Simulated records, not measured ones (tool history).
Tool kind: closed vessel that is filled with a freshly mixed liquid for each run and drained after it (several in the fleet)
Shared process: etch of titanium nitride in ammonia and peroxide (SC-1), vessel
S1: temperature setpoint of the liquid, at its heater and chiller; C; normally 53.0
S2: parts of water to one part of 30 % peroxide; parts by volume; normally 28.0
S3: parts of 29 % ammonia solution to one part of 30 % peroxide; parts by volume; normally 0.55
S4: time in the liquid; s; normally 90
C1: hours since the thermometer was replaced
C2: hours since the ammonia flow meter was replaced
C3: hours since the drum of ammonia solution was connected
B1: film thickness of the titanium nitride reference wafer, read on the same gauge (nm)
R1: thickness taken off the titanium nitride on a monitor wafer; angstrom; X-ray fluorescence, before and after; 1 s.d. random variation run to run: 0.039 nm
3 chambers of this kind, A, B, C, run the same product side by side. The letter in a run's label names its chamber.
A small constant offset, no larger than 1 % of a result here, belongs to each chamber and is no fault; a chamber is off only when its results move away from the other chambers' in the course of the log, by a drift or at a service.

Run 1B, hour 5.6: usual settings; C1 1262.8; C2 402.4; C3 982.3; B1 109.98. Result: R1 49.016 angstrom.
Run 2C, hour 14.3: usual settings; C1 818.2; C2 177.0; C3 232.3; B1 109.95. Result: R1 48.596 angstrom.
Run 3A, hour 22.6: usual settings; C1 609.4; C2 54.2; C3 156.3; B1 110.04. Result: R1 47.776 angstrom.
Run 4A, hour 30.3: usual settings; C1 617.1; C2 61.9; C3 164.0; B1 109.99. Result: R1 47.742 angstrom.
Run 5C, hour 36.7: usual settings but S1 43.5 C; C1 840.6; C2 199.4; C3 254.7; B1 109.99. Result: R1 24.987 angstrom.
Run 6B, hour 44.9: usual settings but S1 43.5 C; C1 1302.1; C2 441.7; C3 1021.6; B1 110.02. Result: R1 25.111 angstrom.
Run 7A, hour 51.7: usual settings but S1 43.5 C; C1 638.5; C2 83.3; C3 185.4; B1 110.01. Result: R1 24.404 angstrom.
Run 8C, hour 57.3: usual settings; C1 861.2; C2 220.0; C3 275.3; B1 110.05. Result: R1 48.189 angstrom.
Run 9B, hour 61.7: usual settings but S2 40.5 parts by volume; C1 1318.9; C2 458.5; C3 1038.4; B1 109.99. Result: R1 39.171 angstrom.
Run 10A, hour 65.5: usual settings but S2 40.5 parts by volume; C1 652.3; C2 97.1; C3 199.2; B1 110.01. Result: R1 38.043 angstrom.
Run 11B, hour 71.1: usual settings but S2 40.5 parts by volume; C1 1328.3; C2 467.9; C3 1047.8; B1 109.99. Result: R1 39.957 angstrom.
Run 12C, hour 76.4: usual settings; C1 880.3; C2 239.1; C3 294.4; B1 110.01. Result: R1 48.413 angstrom.
Run 13B, hour 82.6: usual settings; C1 1339.8; C2 479.4; C3 1059.3; B1 109.98. Result: R1 48.325 angstrom.
Run 14C, hour 89.7: usual settings; C1 893.6; C2 252.4; C3 307.7; B1 110.01. Result: R1 47.975 angstrom.
Run 15A, hour 95.6: usual settings; C1 682.4; C2 127.2; C3 229.3; B1 110.00. Result: R1 46.768 angstrom.
Run 16B, hour 102.2: usual settings; C1 1359.4; C2 499.0; C3 1078.9; B1 109.99. Result: R1 48.081 angstrom.
Run 17A, hour 106.6: usual settings; C1 693.4; C2 138.2; C3 240.3; B1 110.01. Result: R1 45.939 angstrom.
Run 18C, hour 112.6: usual settings; C1 916.5; C2 275.3; C3 330.6; B1 109.98. Result: R1 47.783 angstrom.
Run 19C, hour 119.3: usual settings; C1 923.2; C2 282.0; C3 337.3; B1 110.04. Result: R1 48.626 angstrom.
Run 20B, hour 125.2: usual settings but S3 0.85 parts by volume, S4 135 s; C1 1382.4; C2 522.0; C3 1101.9; B1 110.00. Result: R1 77.282 angstrom.
At hour 126.0: chamber B: new drum of ammonia solution connected.
Run 21A, hour 133.6: usual settings but S3 0.85 parts by volume, S4 135 s; C1 720.4; C2 165.2; C3 267.3; B1 109.99. Result: R1 74.303 angstrom.
Run 22C, hour 142.4: usual settings but S3 0.85 parts by volume, S4 135 s; C1 946.3; C2 305.1; C3 360.4; B1 109.96. Result: R1 79.557 angstrom.
Run 23A, hour 150.4: usual settings but S2 19.0 parts by volume; C1 737.2; C2 182.0; C3 284.1; B1 109.99. Result: R1 57.186 angstrom.
Run 24B, hour 159.1: usual settings but S2 19.0 parts by volume; C1 1416.3; C2 555.9; C3 33.2; B1 110.01. Result: R1 60.483 angstrom.
Run 25C, hour 167.9: usual settings but S2 19.0 parts by volume; C1 971.8; C2 330.6; C3 385.9; B1 109.97. Result: R1 60.747 angstrom.
Run 26B, hour 172.7: usual settings but S1 43.5 C; C1 1429.9; C2 569.5; C3 46.8; B1 110.00. Result: R1 25.074 angstrom.
Run 27A, hour 177.5: usual settings but S1 43.5 C; C1 764.3; C2 209.1; C3 311.2; B1 109.99. Result: R1 23.142 angstrom.

Read the log: is a single chamber off, either drifting away or since a service, is the gauge that measures every chamber drifting, or is nothing wrong beyond small per-chamber offsets? Name any odd chamber and what most likely caused it.

One chamber, A, drifts off from the rest bit by bit.
Cause: liquid colder than its thermometer reads (K) = 0.94.

Chamber A could run next with any of the 4 candidate recipes listed below; each alters the usual settings, and their results appear as question marks. Which one brings its results back in line with what the other chambers deliver on the usual settings?
In-line tolerance around the mean of the other chambers on the usual settings: R1 1.400 angstrom
Run 28A-1, hour 183.9: usual settings but S1 54.0 C, S2 27.5 parts by volume. Result: R1 ?.
Run 28A-2, hour 183.9: usual settings but S3 0.35 parts by volume. Result: R1 ?.
Run 28A-3, hour 183.9: usual settings but S1 53.5 C. Result: R1 ?.
Run 28A-4, hour 183.9: usual settings but S3 0.50 parts by volume. Result: R1 ?.

Usual-settings mean across the other chambers: R1 48.295 angstrom
  run      R1
28A-1  48.578
28A-2  41.301
28A-3  46.489
28A-4  44.160
Change 28A-1 lands the chamber within the allowed miss of the other chambers.

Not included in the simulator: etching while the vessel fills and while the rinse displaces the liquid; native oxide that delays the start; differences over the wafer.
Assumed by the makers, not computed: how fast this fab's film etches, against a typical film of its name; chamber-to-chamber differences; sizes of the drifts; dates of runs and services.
